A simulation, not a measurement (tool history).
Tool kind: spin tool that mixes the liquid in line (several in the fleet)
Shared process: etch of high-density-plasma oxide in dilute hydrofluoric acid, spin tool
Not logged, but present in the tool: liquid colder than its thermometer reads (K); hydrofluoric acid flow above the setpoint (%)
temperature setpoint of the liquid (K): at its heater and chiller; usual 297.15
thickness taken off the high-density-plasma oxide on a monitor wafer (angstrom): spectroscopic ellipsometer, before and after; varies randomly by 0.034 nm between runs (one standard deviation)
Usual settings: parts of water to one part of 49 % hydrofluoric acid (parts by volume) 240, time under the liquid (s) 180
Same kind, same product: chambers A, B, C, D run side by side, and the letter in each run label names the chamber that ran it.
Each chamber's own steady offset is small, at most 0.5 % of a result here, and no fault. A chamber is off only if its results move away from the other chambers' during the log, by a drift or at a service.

run   hour  temperature setpoint of the liquid (K)  parts of water to one part of 49 % hydrofluoric acid (parts by volume)  time under the liquid (s)  hours since the thermometer was replaced  hours since the hydrofluoric acid flow meter was replaced  read-back film thickness of the high-density-plasma oxide reference wafer, read on the same gauge (nm)  thickness taken off the high-density-plasma oxide on a monitor wafer (angstrom)
 1D    3.5                                  297.15                                                                     240                        180                                     617.8                                                      432.1                                                                                                  109.98                                                                           44.844
 2A    7.4                                  297.15                                                                     240                        180                                      42.0                                                     1190.2                                                                                                  110.00                                                                           44.720
 3B   10.5                                  297.15                                                                     240                        180                                    1559.9                                                     2213.8                                                                                                  110.02                                                                           45.034
 4C   16.0                                  297.15                                                                     240                        180                                    2437.3                                                      343.8                                                                                                  110.01                                                                           44.085
 5A   21.4                                  297.15                                                                     240                        180                                      56.0                                                     1204.2                                                                                                  109.99                                                                           44.678
 6D   27.1                                  297.15                                                                     240                        180                                     641.4                                                      455.7                                                                                                  110.01                                                                           45.287
 7C   30.5                                  295.65                                                                     150                        180                                    2451.8                                                      358.3                                                                                                  110.01                                                                           75.167
 8B   35.0                                  295.65                                                                     150                        180                                    1584.4                                                     2238.3                                                                                                  110.00                                                                           74.455
 9B   39.0                                  295.65                                                                     150                        180                                    1588.4                                                     2242.3                                                                                                  110.01                                                                           75.688
10D   42.4                                  295.65                                                                     150                        180                                     656.7                                                      471.0                                                                                                  110.02                                                                           74.924
11A   47.4                                  297.15                                                                     240                        180                                      82.0                                                     1230.2                                                                                                  109.99                                                                           44.461
12C   50.6                                  297.15                                                                     240                        180                                    2471.9                                                      378.4                                                                                                  110.00                                                                           45.175
13A   55.1                                  297.15                                                                     240                        180                                      89.7                                                     1237.9                                                                                                  110.01                                                                           44.952
14C   61.2                                  294.15                                                                     300                        180                                    2482.5                                                      389.0                                                                                                  109.99                                                                           30.286
15D   64.2                                  294.15                                                                     300                        180                                     678.5                                                      492.8                                                                                                  110.00                                                                           31.361
16B   70.0                                  294.15                                                                     300                        180                                    1619.4                                                     2273.3                                                                                                  110.01                                                                           30.161
17D   73.9                                  294.15                                                                     300                        180                                     688.2                                                      502.5                                                                                                  110.01                                                                           31.563
18B   76.8                                  297.15                                                                     240                        180                                    1626.2                                                     2280.1                                                                                                  109.99                                                                           45.294
19A   80.9                                  299.65                                                                     325                        180                                     115.5                                                     1263.7                                                                                                  109.98                                                                           32.958
20C   86.5                                  299.65                                                                     325                        180                                    2507.8                                                      414.3                                                                                                  110.01                                                                           32.779
21B   89.6                                  299.65                                                                     325                        180                                    1639.0                                                     2292.9                                                                                                  109.99                                                                           33.048
22D   92.9                                  299.65                                                                     325                        180                                     707.2                                                      521.5                                                                                                  109.99                                                                           34.406
23C   96.7                                  297.15                                                                     240                        180                                    2518.0                                                      424.5                                                                                                  110.01                                                                           44.107
      98.4  -- chamber C: hydrofluoric acid flow meter replaced
24A  102.4                                  297.15                                                                     240                        180                                     137.0                                                     1285.2                                                                                                  109.98                                                                           44.924
25C  107.1                                  297.15                                                                     240                        180                                    2528.4                                                        8.8                                                                                                  109.99                                                                           44.269
26A  110.3                                  297.15                                                                     240                        180                                     144.9                                                     1293.1                                                                                                  110.01                                                                           45.170
27D  113.5                                  297.15                                                                     240                        265                                     727.8                                                      542.1                                                                                                  109.97                                                                           70.057
28B  119.1                                  297.15                                                                     240                        265                                    1668.5                                                     2322.4                                                                                                  110.01                                                                           66.445
29D  122.1                                  297.15                                                                     240                        265                                     736.4                                                      550.7                                                                                                  109.99                                                                           70.634
30C  126.7                                  297.15                                                                     240                        265                                    2548.0                                                       28.4                                                                                                  109.98                                                                           65.088
31B  129.6                                  297.15                                                                     240                        180                                    1679.0                                                     2332.9                                                                                                  110.02                                                                           44.880
32A  134.6                                  297.15                                                                     240                        180                                     169.2                                                     1317.4                                                                                                  110.01                                                                           45.073
33C  140.0                                  297.15                                                                     240                        180                                    2561.3                                                       41.7                                                                                                  110.00                                                                           44.238
34A  143.9                                  297.15                                                                     240                        180                                     178.5                                                     1326.7                                                                                                  109.99                                                                           44.847
35B  146.9                                  297.15                                                                     240                        180                                    1696.3                                                     2350.2                                                                                                  110.01                                                                           44.798
36D  150.9                                  297.15                                                                     240                        180                                     765.2                                                      579.5                                                                                                  110.03                                                                           48.447
37B  153.9                                  297.15                                                                     240                        180                                    1703.3                                                     2357.2                                                                                                  110.01                                                                           45.459
     158.5  -- chamber C: thermometer replaced
38D  158.5                                  297.15                                                                     240                        180                                     772.8                                                      587.1                                                                                                  109.99                                                                           48.443
39C  162.4                                  297.15                                                                     240                        180                                       4.0                                                       64.1                                                                                                  109.99                                                                           45.009
40A  167.3                                  297.15                                                                     240                        180                                     201.9                                                     1350.1                                                                                                  110.01                                                                           44.703
41C  170.3                                  297.15                                                                     305                        180                                      11.9                                                       72.0                                                                                                  110.01                                                                           32.722
42A  174.0                                  297.15                                                                     305                        180                                     208.6                                                     1356.8                                                                                                  110.00                                                                           32.931

Which is it: a chamber that has drifted or been left off by a service, a gauge drift common to all chambers, or only each chamber's usual small offset? If a chamber is off, name it and its likeliest cause.

It is chamber D that slowly wanders off from its peers.
Cause: hydrofluoric acid flow above the setpoint (%) = 7.8.
It could be hard to tell apart here from: liquid hotter than its thermometer reads (K).

Below are 4 candidate recipes for chamber D's next run, each the usual settings with a change, their results shown as question marks. Which of them brings D's results back in line with what the other chambers give on the usual settings?
Allowed miss from the other chambers' usual-settings mean, per result, to count as in line: thickness taken off the high-density-plasma oxide on a monitor wafer (angstrom) 1.200
43D-1  178.4                                  299.65                                                                     240                        180                                                                                                                                                                                                                                                                                             ?
43D-2  178.4                                  302.65                                                                     240                        180                                                                                                                                                                                                                                                                                             ?
43D-3  178.4                                  291.65                                                                     240                        180                                                                                                                                                                                                                                                                                             ?
43D-4  178.4                                  297.15                                                                     240                        165                                                                                                                                                                                                                                                                                             ?

What the other chambers average on the usual settings: thickness taken off the high-density-plasma oxide on a monitor wafer (angstrom) 44.798
  run  thickness taken off the high-density-plasma oxide on a monitor wafer (angstrom)
43D-1                                                                           53.308
43D-2                                                                           59.214
43D-3                                                                           39.551
43D-4                                                                           44.637
The right change is 43D-4: it brings the chamber back within the allowed miss of the others.
